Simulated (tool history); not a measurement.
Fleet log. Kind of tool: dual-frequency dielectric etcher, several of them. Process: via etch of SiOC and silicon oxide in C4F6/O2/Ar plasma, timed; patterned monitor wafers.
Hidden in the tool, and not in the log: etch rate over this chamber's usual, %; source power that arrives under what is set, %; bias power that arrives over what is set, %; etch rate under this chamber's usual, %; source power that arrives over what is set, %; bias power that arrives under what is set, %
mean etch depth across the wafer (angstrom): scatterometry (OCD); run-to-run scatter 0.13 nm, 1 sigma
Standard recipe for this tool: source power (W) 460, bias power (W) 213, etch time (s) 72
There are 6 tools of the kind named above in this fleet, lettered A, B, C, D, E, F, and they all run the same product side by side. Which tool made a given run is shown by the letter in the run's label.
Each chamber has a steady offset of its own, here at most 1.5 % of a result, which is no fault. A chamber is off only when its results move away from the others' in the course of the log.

run,hour,source power (W),bias power (W),etch time (s),hours since the last wet clean,hours since the last source power generator calibration,hours since the last bias power generator calibration,"read-back reference wafer on the same gauge, depth_nm",mean etch depth across the wafer (angstrom)
1E,2,460,213,72,216.3,1037.7,1101.1,72.936,913.31
2F,6.1,460,213,72,165.4,3006.8,112,72.924,906.17
3C,8.9,460,213,72,106.8,560.3,2091.5,72.93,912.62
4A,12,460,213,72,87,3492.3,3321,72.949,905.61
5B,14.5,460,213,72,201.2,2252.8,946.9,72.941,918.35
6D,17.7,460,213,72,171.2,778.4,1496.9,72.968,913.33
7A,21.8,460,213,72,96.8,3502.1,3330.8,73.026,908.28
8B,23.7,460,213,72,210.4,2262,956.1,73.016,918.48
9F,26.7,460,254,90.5,186,3027.4,132.6,72.98,1211.1
10C,28.8,460,254,90.5,126.7,580.2,2111.4,73.018,1212.9
11E,32.4,460,254,90.5,246.7,1068.1,1131.5,73.013,1222.5
12D,35.3,460,254,90.5,188.8,796,1514.5,73.049,1218.1
13B,38.2,460,254,90.5,224.9,2276.5,970.6,73.027,1226
14F,41.2,460,254,90.5,200.5,3041.9,147.1,73.03,1209.2
15E,44.1,460,213,72,258.4,1079.8,1143.2,73.08,912.46
16C,46.2,460,213,72,144.1,597.6,2128.8,73.078,911.09
17A,49.3,460,213,72,124.3,3529.6,3358.3,73.072,909.14
18D,53.3,460,213,72,206.8,814,1532.5,73.087,914.23
19F,57.5,460,213,72,216.8,3058.2,163.4,73.134,910.27
20C,60.2,460,213,72,158.1,611.6,2142.8,73.137,911.92
21B,62.8,460,213,72,249.5,2301.1,995.2,73.155,918.12
22D,65.2,460,213,72,218.7,825.9,1544.4,73.174,913.12
23E,67.1,460,213,72,281.4,1102.8,1166.2,73.149,915.04
24A,69.2,460,213,72,144.2,3549.5,3378.2,73.172,912.16
25B,72,460,213,72,258.7,2310.3,1004.4,73.185,920.65
26D,74.6,460,213,72,228.1,835.3,1553.8,73.167,913.69
27E,78.7,460,213,72,293,1114.4,1177.8,73.202,914.18
28F,82.2,460,213,72,241.5,3082.9,188.1,73.234,912.03
29A,84.8,390,213,61.5,159.8,3565.1,3393.8,73.19,730.28
30C,86.7,390,213,61.5,184.6,638.1,2169.3,73.224,733.06
31B,88.7,390,213,61.5,275.4,2327,1021.1,73.238,737.84
32A,91,390,213,61.5,166,3571.3,3400,73.247,731.2
33F,93.7,390,213,61.5,253,3094.4,199.6,73.242,730.6
34C,96.5,390,213,61.5,194.4,647.9,2179.1,73.286,731.29
35E,100.1,460,213,72,314.4,1135.8,1199.2,73.265,918.33
36D,104.2,460,237,81.5,257.7,864.9,1583.4,73.296,1073.5
# hour 105.5: chamber F: source power generator calibrated
37F,108.3,460,237,81.5,267.6,2.8,214.2,73.308,1068.6
38A,110.5,460,237,81.5,185.5,3590.8,3419.5,73.298,1070.5

Is one chamber off against the others, does the gauge drift, or is nothing wrong? If a chamber is off, say which, and what the likeliest cause is.

No chamber is off; the gauge reading every chamber's wafers drifts, which makes the whole fleet appear to move together.
Most likely cause: gauge reads high (%) = 0.59.
